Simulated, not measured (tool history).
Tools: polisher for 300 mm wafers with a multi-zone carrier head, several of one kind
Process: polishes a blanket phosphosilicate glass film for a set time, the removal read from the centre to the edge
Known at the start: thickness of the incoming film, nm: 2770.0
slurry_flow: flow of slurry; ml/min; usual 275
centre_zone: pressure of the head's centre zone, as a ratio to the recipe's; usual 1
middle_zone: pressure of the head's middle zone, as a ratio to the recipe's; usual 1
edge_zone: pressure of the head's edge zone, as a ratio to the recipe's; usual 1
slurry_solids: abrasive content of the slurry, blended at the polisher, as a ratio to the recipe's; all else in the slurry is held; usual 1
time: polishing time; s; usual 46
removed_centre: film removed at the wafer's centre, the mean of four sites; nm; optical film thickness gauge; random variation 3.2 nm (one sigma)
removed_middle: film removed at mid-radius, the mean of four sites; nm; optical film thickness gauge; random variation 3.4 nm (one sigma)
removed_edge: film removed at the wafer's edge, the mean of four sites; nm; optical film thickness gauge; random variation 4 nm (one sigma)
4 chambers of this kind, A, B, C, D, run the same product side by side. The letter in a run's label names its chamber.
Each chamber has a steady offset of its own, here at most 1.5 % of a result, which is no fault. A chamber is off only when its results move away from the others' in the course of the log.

{"run": "1A", "hour": 3.5, "slurry_flow": 275, "centre_zone": 1, "middle_zone": 1, "edge_zone": 1, "slurry_solids": 1, "time": 46, "removed_centre": 296.45, "removed_middle": 296.19, "removed_edge": 305.7}
{"run": "2B", "hour": 10.6, "slurry_flow": 275, "centre_zone": 1, "middle_zone": 1, "edge_zone": 1, "slurry_solids": 1, "time": 46, "removed_centre": 292.22, "removed_middle": 294.73, "removed_edge": 293.55}
{"run": "3C", "hour": 13.8, "slurry_flow": 275, "centre_zone": 1, "middle_zone": 1, "edge_zone": 1, "slurry_solids": 1, "time": 46, "removed_centre": 296.38, "removed_middle": 289.18, "removed_edge": 295.57}
{"hour": 17.9, "done": "chamber B: worn pad replaced by a new one"}
{"run": "4D", "hour": 18.6, "slurry_flow": 275, "centre_zone": 1, "middle_zone": 1, "edge_zone": 1, "slurry_solids": 1, "time": 46, "removed_centre": 296.53, "removed_middle": 290.33, "removed_edge": 291.37}
{"run": "5C", "hour": 25.3, "slurry_flow": 275, "centre_zone": 1, "middle_zone": 1, "edge_zone": 1, "slurry_solids": 1, "time": 46, "removed_centre": 292.99, "removed_middle": 292.88, "removed_edge": 299.53}
{"run": "6A", "hour": 31.3, "slurry_flow": 275, "centre_zone": 1, "middle_zone": 1, "edge_zone": 1, "slurry_solids": 1, "time": 46, "removed_centre": 296.14, "removed_middle": 303.88, "removed_edge": 301.54}
{"run": "7D", "hour": 37.1, "slurry_flow": 275, "centre_zone": 1, "middle_zone": 1, "edge_zone": 1, "slurry_solids": 1, "time": 46, "removed_centre": 299.58, "removed_middle": 295.03, "removed_edge": 303.45}
{"run": "8B", "hour": 42.7, "slurry_flow": 275, "centre_zone": 1, "middle_zone": 1, "edge_zone": 1, "slurry_solids": 1, "time": 46, "removed_centre": 291.61, "removed_middle": 300.51, "removed_edge": 293.12}
{"hour": 44.7, "done": "chamber A: worn pad replaced by a new one"}
{"run": "9B", "hour": 47.9, "slurry_flow": 275, "centre_zone": 1, "middle_zone": 1, "edge_zone": 1, "slurry_solids": 1, "time": 46, "removed_centre": 299.69, "removed_middle": 287.7, "removed_edge": 293.28}
{"hour": 52.6, "done": "chamber D: worn pad replaced by a new one"}
{"run": "10D", "hour": 52.6, "slurry_flow": 275, "centre_zone": 1, "middle_zone": 1, "edge_zone": 1, "slurry_solids": 1, "time": 46, "removed_centre": 296.68, "removed_middle": 295.82, "removed_edge": 298.1}
{"run": "11C", "hour": 57.7, "slurry_flow": 275, "centre_zone": 1, "middle_zone": 1, "edge_zone": 1, "slurry_solids": 1, "time": 46, "removed_centre": 295.47, "removed_middle": 286.42, "removed_edge": 300.84}
{"run": "12A", "hour": 63.2, "slurry_flow": 185, "centre_zone": 1.04, "middle_zone": 1, "edge_zone": 1, "slurry_solids": 1, "time": 46, "removed_centre": 296.67, "removed_middle": 281.65, "removed_edge": 289.68}
{"run": "13D", "hour": 69.7, "slurry_flow": 185, "centre_zone": 1.04, "middle_zone": 1, "edge_zone": 1, "slurry_solids": 1, "time": 46, "removed_centre": 292.18, "removed_middle": 282.5, "removed_edge": 287.44}
{"run": "14B", "hour": 75.0, "slurry_flow": 185, "centre_zone": 1.04, "middle_zone": 1, "edge_zone": 1, "slurry_solids": 1, "time": 46, "removed_centre": 287.77, "removed_middle": 287.09, "removed_edge": 288.45}
{"run": "15C", "hour": 78.3, "slurry_flow": 185, "centre_zone": 1.04, "middle_zone": 1, "edge_zone": 1, "slurry_solids": 1, "time": 46, "removed_centre": 290.72, "removed_middle": 274.01, "removed_edge": 283.7}
{"run": "16A", "hour": 82.4, "slurry_flow": 275, "centre_zone": 1, "middle_zone": 1, "edge_zone": 1, "slurry_solids": 1, "time": 46, "removed_centre": 303.38, "removed_middle": 295.73, "removed_edge": 303.66}
{"run": "17D", "hour": 86.0, "slurry_flow": 275, "centre_zone": 1, "middle_zone": 1, "edge_zone": 1, "slurry_solids": 1, "time": 46, "removed_centre": 303.68, "removed_middle": 298.76, "removed_edge": 295.8}
{"hour": 86.7, "done": "chamber B: slurry nozzle cleaned"}
{"hour": 87.7, "done": "chamber C: worn pad replaced by a new one"}
{"hour": 89.8, "done": "chamber B: worn pad replaced by a new one"}
{"run": "18A", "hour": 90.8, "slurry_flow": 275, "centre_zone": 1, "middle_zone": 1, "edge_zone": 1, "slurry_solids": 0.85, "time": 40, "removed_centre": 240.41, "removed_middle": 238.61, "removed_edge": 239.57}
{"run": "19B", "hour": 95.8, "slurry_flow": 275, "centre_zone": 1, "middle_zone": 1, "edge_zone": 1, "slurry_solids": 0.85, "time": 40, "removed_centre": 238.72, "removed_middle": 239, "removed_edge": 234.5}
{"run": "20C", "hour": 100.5, "slurry_flow": 275, "centre_zone": 1, "middle_zone": 1, "edge_zone": 1, "slurry_solids": 0.85, "time": 40, "removed_centre": 238.45, "removed_middle": 233.75, "removed_edge": 236.67}
{"hour": 102.5, "done": "chamber A: worn pad replaced by a new one"}
{"run": "21D", "hour": 104.2, "slurry_flow": 275, "centre_zone": 1, "middle_zone": 1, "edge_zone": 1, "slurry_solids": 0.85, "time": 40, "removed_centre": 243.02, "removed_middle": 238.14, "removed_edge": 242}
{"run": "22A", "hour": 108.5, "slurry_flow": 275, "centre_zone": 1, "middle_zone": 1, "edge_zone": 1, "slurry_solids": 1, "time": 46, "removed_centre": 294.71, "removed_middle": 295.66, "removed_edge": 302.69}
{"run": "23C", "hour": 112.1, "slurry_flow": 275, "centre_zone": 1, "middle_zone": 1, "edge_zone": 1, "slurry_solids": 1, "time": 46, "removed_centre": 289.62, "removed_middle": 291.71, "removed_edge": 293.64}
{"run": "24B", "hour": 119.2, "slurry_flow": 275, "centre_zone": 1, "middle_zone": 1, "edge_zone": 1, "slurry_solids": 1, "time": 46, "removed_centre": 292.35, "removed_middle": 291.93, "removed_edge": 290.38}
{"run": "25C", "hour": 124.9, "slurry_flow": 275, "centre_zone": 1, "middle_zone": 1, "edge_zone": 1, "slurry_solids": 1, "time": 46, "removed_centre": 294.67, "removed_middle": 290.52, "removed_edge": 296.07}
{"run": "26D", "hour": 128.7, "slurry_flow": 275, "centre_zone": 1, "middle_zone": 1, "edge_zone": 1, "slurry_solids": 1, "time": 46, "removed_centre": 292.4, "removed_middle": 300.15, "removed_edge": 283.72}

What goes on in this fleet: one chamber off, a drifting gauge, or nothing beyond the chambers' own small offsets? Name the chamber and the cause, if any.

No chamber stands off beyond its own small offset, and the gauge holds steady.

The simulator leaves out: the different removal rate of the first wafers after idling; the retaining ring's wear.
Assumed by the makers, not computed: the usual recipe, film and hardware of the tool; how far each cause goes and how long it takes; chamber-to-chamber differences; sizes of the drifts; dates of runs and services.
